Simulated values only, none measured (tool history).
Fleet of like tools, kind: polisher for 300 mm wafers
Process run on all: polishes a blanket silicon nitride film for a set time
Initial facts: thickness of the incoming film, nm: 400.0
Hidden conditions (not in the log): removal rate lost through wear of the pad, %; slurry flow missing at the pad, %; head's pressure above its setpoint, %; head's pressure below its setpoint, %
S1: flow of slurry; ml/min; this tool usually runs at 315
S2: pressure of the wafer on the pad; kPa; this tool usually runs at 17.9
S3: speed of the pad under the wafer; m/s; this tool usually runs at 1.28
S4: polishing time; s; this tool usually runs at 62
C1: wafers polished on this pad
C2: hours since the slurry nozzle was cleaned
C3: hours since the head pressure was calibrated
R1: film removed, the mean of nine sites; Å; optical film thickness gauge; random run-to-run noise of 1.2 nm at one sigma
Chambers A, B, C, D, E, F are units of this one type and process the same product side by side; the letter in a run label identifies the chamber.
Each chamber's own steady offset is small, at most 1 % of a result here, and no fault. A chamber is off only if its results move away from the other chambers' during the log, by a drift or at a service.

run   hour   S1    S2    S3  S4    C1     C2      C3       R1
       2.8  -- chamber C: worn pad replaced by a new one
 1F    7.3  315  17.9  1.28  62   445   42.3   251.8   854.89
       8.4  -- chamber A: worn pad replaced by a new one
 2B   16.9  315  17.9  1.28  62   803  134.1  1311.8   878.53
 3C   22.0  315  17.9  1.28  62   311  158.0   657.9   880.14
 4E   28.1  315  17.9  1.28  62  1107  288.1   317.0   855.33
 5D   34.3  315  17.9  1.28  62   736  180.1   436.9   850.36
      38.5  -- chamber B: worn pad replaced by a new one
 6A   42.2  315  17.9  1.28  62   547  271.3   256.1   867.22
 7C   52.3  250  12.4  1.28  62   801  188.3   688.2   590.51
      53.7  -- chamber D: worn pad replaced by a new one
      57.2  -- chamber F: worn pad replaced by a new one
 8D   58.3  250  12.4  1.28  62    74  204.1   460.9   587.57
 9E   64.7  250  12.4  1.28  62  1698  324.7   353.6   584.60
      66.7  -- chamber A: slurry nozzle cleaned
10A   75.6  250  12.4  1.28  62  1087    8.9   289.5   579.62
      78.3  -- chamber C: worn pad replaced by a new one
11F   81.2  250  12.4  1.28  62   389  116.2   325.7   598.81
      85.9  -- chamber D: slurry nozzle cleaned
12B   89.5  250  12.4  1.28  62   825  206.7  1384.4   583.34
      90.1  -- chamber A: worn pad replaced by a new one
      94.3  -- chamber C: head pressure recalibrated
13D   96.4  315  17.9  1.56  83   690   10.6   499.0  1366.80
14C  103.4  315  17.9  1.56  83   406  239.4     9.1  1336.60
15F  114.5  315  17.9  1.56  83   927  149.5   359.0  1334.90
     118.7  -- chamber D: worn pad replaced by a new one
     119.3  -- chamber B: worn pad replaced by a new one
     124.8  -- chamber F: worn pad replaced by a new one
16E  125.8  315  17.9  1.56  83  2686  385.8   414.7  1337.40
     136.7  -- chamber B: head pressure recalibrated
17B  136.8  315  17.9  1.56  83   283  254.0     0.2  1359.50
     137.4  -- chamber C: slurry nozzle cleaned
18A  147.0  315  17.9  1.56  83   921   80.3   360.9  1333.60
     153.1  -- chamber A: worn pad replaced by a new one
19B  155.6  315  17.9  1.28  62   587  272.8    19.0   881.36
     160.8  -- chamber C: worn pad replaced by a new one
20F  166.2  315  13.1  1.28  62   669  201.2   410.7   626.97
21C  171.2  315  13.1  1.28  62   169   33.9    76.9   636.75
22D  179.7  315  13.1  1.28  62   986   93.9   582.3   634.77
23E  190.6  315  13.1  1.28  62  3734  450.6   479.5   593.08
     199.2  -- chamber D: worn pad replaced by a new one
24A  199.7  315  13.1  1.28  62   754  133.0   413.6   629.27
     200.9  -- chamber B: worn pad replaced by a new one
     206.1  -- chamber F: worn pad replaced by a new one
25E  209.6  315  13.1  1.28  62  4041  469.6   498.5   614.68
26C  216.1  315  17.9  1.28  62   895   78.8   121.8   854.40
     218.4  -- chamber A: head pressure recalibrated
27B  225.5  315  17.9  1.54  72   399  342.7    88.9  1159.80
     230.4  -- chamber A: worn pad replaced by a new one
     233.8  -- chamber C: worn pad replaced by a new one
28D  236.3  315  17.9  1.54  72   600  150.5   638.9  1160.30
29F  241.8  315  17.9  1.54  72   578  276.8   486.3  1137.20
30A  249.4  315  17.9  1.54  72   307  182.7    31.1  1171.30
31F  260.9  315  17.9  1.54  72   887  295.9   505.4  1135.10
     265.1  -- chamber B: worn pad replaced by a new one
32C  266.8  315  17.9  1.54  72   534  129.5   172.5  1135.60
     267.2  -- chamber D: worn pad replaced by a new one
     270.8  -- chamber F: worn pad replaced by a new one
33B  276.9  315  17.9  1.28  62   191  394.1   140.3   858.62
34E  283.0  315  17.9  1.28  62  5228  543.0   571.9   811.17
35A  294.0  315  17.9  1.28  62  1028  227.3    75.7   858.76
     303.2  -- chamber C: worn pad replaced by a new one
36D  304.6  315  17.9  1.28  62   605  218.8   707.2   857.09
     308.2  -- chamber A: worn pad replaced by a new one
37C  316.1  250  17.9  1.42  62   209  178.8   221.8   926.47
     320.3  -- chamber D: slurry nozzle cleaned
38A  326.3  250  17.9  1.42  62   293  259.6   108.0   932.88
39E  334.6  250  17.9  1.42  62  6062  594.6   623.5   816.59
     340.3  -- chamber D: worn pad replaced by a new one
40B  343.2  250  17.9  1.42  62  1263  460.4   206.6   929.32
     344.0  -- chamber F: worn pad replaced by a new one
41F  351.8  250  17.9  1.42  62   127  386.8   596.3   890.76
42D  362.5  250  17.9  1.42  62   360   42.3   765.1   910.37
43E  368.7  315  17.9  1.28  62  6613  628.7   657.6   777.63

Does one chamber stand apart from the rest, does the shared gauge drift, or is all well apart from small per-chamber offsets? Give the chamber and the most likely cause, where there is one.

Little by little, chamber E moves away from the other chambers.
What lies behind it: removal rate lost through wear of the pad, % = 10.3.
The log may not separate it from: head's pressure below its setpoint, %.

Below are 4 candidate recipes for chamber E's next run, each the usual settings with a change, their results shown as question marks. Which of them brings E's results back in line with what the other chambers give on the usual settings?
Maximum distance from the other chambers' mean on the usual settings for a result to count as in line: R1 43.00 Å
44E-1  377.0  315  17.9  1.30  62               ?
44E-2  377.0  315  17.9  1.24  62               ?
44E-3  377.0  315  17.2  1.28  58               ?
44E-4  377.0  315  17.9  1.34  66               ?

The other chambers' mean on the usual settings: R1 863.53 Å
  run      R1
44E-1  781.50
44E-2  752.21
44E-3  694.60
44E-4  852.54
Change 44E-4 lands the chamber within the allowed miss of the other chambers.
